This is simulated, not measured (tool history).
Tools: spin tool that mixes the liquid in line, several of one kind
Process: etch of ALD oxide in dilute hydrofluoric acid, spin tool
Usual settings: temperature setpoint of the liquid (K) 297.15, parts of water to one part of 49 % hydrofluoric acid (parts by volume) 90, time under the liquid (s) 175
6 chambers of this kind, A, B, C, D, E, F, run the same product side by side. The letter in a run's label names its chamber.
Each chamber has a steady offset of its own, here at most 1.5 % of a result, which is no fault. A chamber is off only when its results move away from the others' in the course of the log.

run   hour  temperature setpoint of the liquid (K)  parts of water to one part of 49 % hydrofluoric acid (parts by volume)  time under the liquid (s)  hours since the thermometer was replaced  hours since the hydrofluoric acid flow meter was replaced  read-back film thickness of the ALD oxide reference wafer, read on the same gauge (nm)  thickness taken off the ALD oxide on a monitor wafer (Å)
 1F    7.2                                  297.15                                                                      90                        175                                    1118.8                                                       45.9                                                                                  89.972                                                    202.99
 2A   14.2                                  297.15                                                                      90                        175                                      14.5                                                     1815.2                                                                                  90.010                                                    202.65
 3C   21.9                                  297.15                                                                      90                        175                                     251.7                                                      499.3                                                                                  90.005                                                    202.19
 4E   31.7                                  297.15                                                                      90                        175                                      69.1                                                      260.7                                                                                  89.971                                                    202.89
 5D   39.1                                  297.15                                                                      90                        175                                      43.4                                                      340.1                                                                                  89.988                                                    204.95
 6B   47.0                                  297.15                                                                      90                        175                                    1003.5                                                      379.0                                                                                  89.996                                                    201.21
 7D   56.3                                  297.15                                                                      90                        175                                      60.6                                                      357.3                                                                                  89.998                                                    205.50
 8B   65.5                                  297.15                                                                      90                        175                                    1022.0                                                      397.5                                                                                  90.023                                                    205.06
 9F   79.0                                  297.15                                                                      90                        175                                    1190.6                                                      117.7                                                                                  90.041                                                    201.09
10E   90.8                                  297.15                                                                      90                        175                                     128.2                                                      319.8                                                                                  90.015                                                    206.50
11A   98.8                                  297.15                                                                      90                        175                                      99.1                                                     1899.8                                                                                  90.004                                                    199.63
12C  109.1                                  297.15                                                                      90                        175                                     338.9                                                      586.5                                                                                  89.975                                                    203.09
13F  117.1                                  297.15                                                                      90                        175                                    1228.7                                                      155.8                                                                                  90.009                                                    202.45
14D  123.6                                  297.15                                                                      90                        175                                     127.9                                                      424.6                                                                                  90.010                                                    203.50
15E  133.0                                  297.15                                                                      90                        175                                     170.4                                                      362.0                                                                                  90.003                                                    204.88
16C  139.5                                  297.15                                                                      90                        175                                     369.3                                                      616.9                                                                                  89.991                                                    205.20
17A  145.8                                  294.65                                                                      60                        175                                     146.1                                                     1946.8                                                                                  89.997                                                    279.52
18B  156.4                                  294.65                                                                      60                        175                                    1112.9                                                      488.4                                                                                  89.990                                                    280.90
19A  166.0                                  294.65                                                                      60                        175                                     166.3                                                     1967.0                                                                                  90.013                                                    286.47
20D  179.2                                  294.65                                                                      60                        175                                     183.5                                                      480.2                                                                                  89.998                                                    294.61
21C  187.1                                  294.65                                                                      60                        175                                     416.9                                                      664.5                                                                                  90.044                                                    286.02
     187.4  -- chamber A: hydrofluoric acid flow meter replaced
     193.8  -- chamber B: thermometer replaced
22F  194.4                                  294.65                                                                      60                        175                                    1306.0                                                      233.1                                                                                  89.999                                                    286.42
23E  203.6                                  297.15                                                                      65                        175                                     241.0                                                      432.6                                                                                  90.031                                                    287.26
24B  216.3                                  297.15                                                                      65                        175                                      22.6                                                      548.3                                                                                  89.998                                                    289.70
25A  224.2                                  297.15                                                                      65                        175                                     224.5                                                       36.8                                                                                  89.985                                                    285.79
26D  237.1                                  297.15                                                                      65                        175                                     241.4                                                      538.1                                                                                  89.980                                                    289.49
27C  246.6                                  297.15                                                                      65                        175                                     476.4                                                      724.0                                                                                  90.005                                                    294.72
28B  258.9                                  297.15                                                                      65                        175                                      65.2                                                      590.9                                                                                  89.957                                                    288.13
29E  271.5                                  297.15                                                                      90                        175                                     308.9                                                      500.5                                                                                  90.008                                                    206.66
30F  284.4                                  297.15                                                                     115                        130                                    1396.0                                                      323.1                                                                                  90.001                                                    114.16
31B  297.9                                  297.15                                                                     115                        130                                     104.2                                                      629.9                                                                                  89.999                                                    114.10
32F  311.3                                  297.15                                                                     115                        130                                    1422.9                                                      350.0                                                                                  90.035                                                    114.29
33C  322.5                                  297.15                                                                     115                        130                                     552.3                                                      799.9                                                                                  89.972                                                    115.66
34A  333.5                                  297.15                                                                     115                        130                                     333.8                                                      146.1                                                                                  90.022                                                    115.05
35D  347.2                                  297.15                                                                     115                        130                                     351.5                                                      648.2                                                                                  89.977                                                    109.22
36E  354.4                                  297.15                                                                      90                        175                                     391.8                                                      583.4                                                                                  89.997                                                    203.58
37B  361.0                                  297.15                                                                      90                        175                                     167.3                                                      693.0                                                                                  90.026                                                    201.00
38D  374.5                                  297.15                                                                      90                        175                                     378.8                                                      675.5                                                                                  90.025                                                    189.58
39A  382.7                                  297.15                                                                      90                        175                                     383.0                                                      195.3                                                                                  89.985                                                    203.51
40C  394.1                                  297.15                                                                      75                        120                                     623.9                                                      871.5                                                                                  89.989                                                    170.10
41E  400.1                                  297.15                                                                      75                        120                                     437.5                                                      629.1                                                                                  89.999                                                    173.24
42F  412.1                                  297.15                                                                      75                        120                                    1523.7                                                      450.8                                                                                  89.980                                                    175.00

All 6 chambers run these settings next. Forecast each chamber's results:
43A  422.1                                  297.15                                                                      90                        110                                                                                                                                                                                                                                                      ?
43B  422.1                                  297.15                                                                      90                        110                                                                                                                                                                                                                                                      ?
43C  422.1                                  297.15                                                                      90                        110                                                                                                                                                                                                                                                      ?
43D  422.1                                  297.15                                                                      90                        110                                                                                                                                                                                                                                                      ?
43E  422.1                                  297.15                                                                      90                        110                                                                                                                                                                                                                                                      ?
43F  422.1                                  297.15                                                                      90                        110                                                                                                                                                                                                                                                      ?

run  thickness taken off the ALD oxide on a monitor wafer (Å)
43A                                                    129.52
43B                                                    126.48
43C                                                    127.59
43D                                                    119.12
43E                                                    128.38
43F                                                    127.65

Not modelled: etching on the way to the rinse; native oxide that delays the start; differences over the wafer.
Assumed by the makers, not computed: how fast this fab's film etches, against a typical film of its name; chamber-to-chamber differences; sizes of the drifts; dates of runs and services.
